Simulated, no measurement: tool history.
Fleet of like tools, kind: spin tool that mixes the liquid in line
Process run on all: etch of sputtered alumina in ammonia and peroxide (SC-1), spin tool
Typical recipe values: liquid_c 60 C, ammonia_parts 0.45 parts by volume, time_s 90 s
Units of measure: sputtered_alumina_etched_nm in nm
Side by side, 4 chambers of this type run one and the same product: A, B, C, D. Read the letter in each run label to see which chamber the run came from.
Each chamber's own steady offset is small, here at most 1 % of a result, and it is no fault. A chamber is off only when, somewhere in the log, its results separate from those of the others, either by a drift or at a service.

run,day,liquid_c,ammonia_parts,time_s,"read-back film thickness of the sputtered alumina reference wafer, read on the same gauge (nm)",sputtered_alumina_etched_nm
1C,0.262,60,0.45,90,129.99,8.7765
2D,0.475,60,0.45,90,130.03,8.649
3A,0.729,60,0.45,90,129.98,8.5418
4B,0.896,60,0.45,90,130.03,8.7024
5A,1.175,60,0.45,90,130.01,8.5885
6C,1.404,60,0.45,90,130.03,8.599
# day 1.425: chamber C: new drum of ammonia solution connected
7B,1.596,60,0.45,90,130.02,8.6927
8D,1.888,60,0.45,90,129.94,8.5974
9C,2.15,60,0.45,90,130,8.6223
10A,2.417,60,0.45,90,130.01,8.6995
11D,2.671,60,0.45,90,130.01,8.6734
12B,2.938,60,0.45,90,130,8.7471
# day 3.204: chamber A: new drum of ammonia solution connected
13C,3.208,60,0.45,90,130.01,8.6466
14D,3.396,60,0.45,90,130.01,8.5316
15A,3.621,63,0.45,70,129.98,8.0083
16B,3.888,63,0.45,70,129.94,7.9023
17C,4.067,63,0.45,70,129.97,7.7941
18B,4.233,63,0.45,70,130.05,7.8715
19D,4.45,60,0.45,90,130.01,8.5105
20A,4.729,60,0.45,90,130,8.8911
21C,5.083,60,0.45,90,130.02,8.6601
22A,5.408,60,0.45,90,129.97,9.0375
23B,5.571,60,0.45,90,129.99,8.6806
24D,5.767,60,0.45,90,130.02,8.537
25D,6.038,60,0.45,90,130.05,8.659
26C,6.4,60,0.45,90,130.06,8.5681
27A,6.704,60,0.3,125,130,12.176
28B,6.879,60,0.3,125,130.02,11.508

Next, every chamber runs the same settings. What will each give?
29A,7.142,65.5,0.45,90,,?
29B,7.142,65.5,0.45,90,,?
29C,7.142,65.5,0.45,90,,?
29D,7.142,65.5,0.45,90,,?

run,sputtered_alumina_etched_nm
29A,12.016
29B,11.434
29C,11.502
29D,11.384
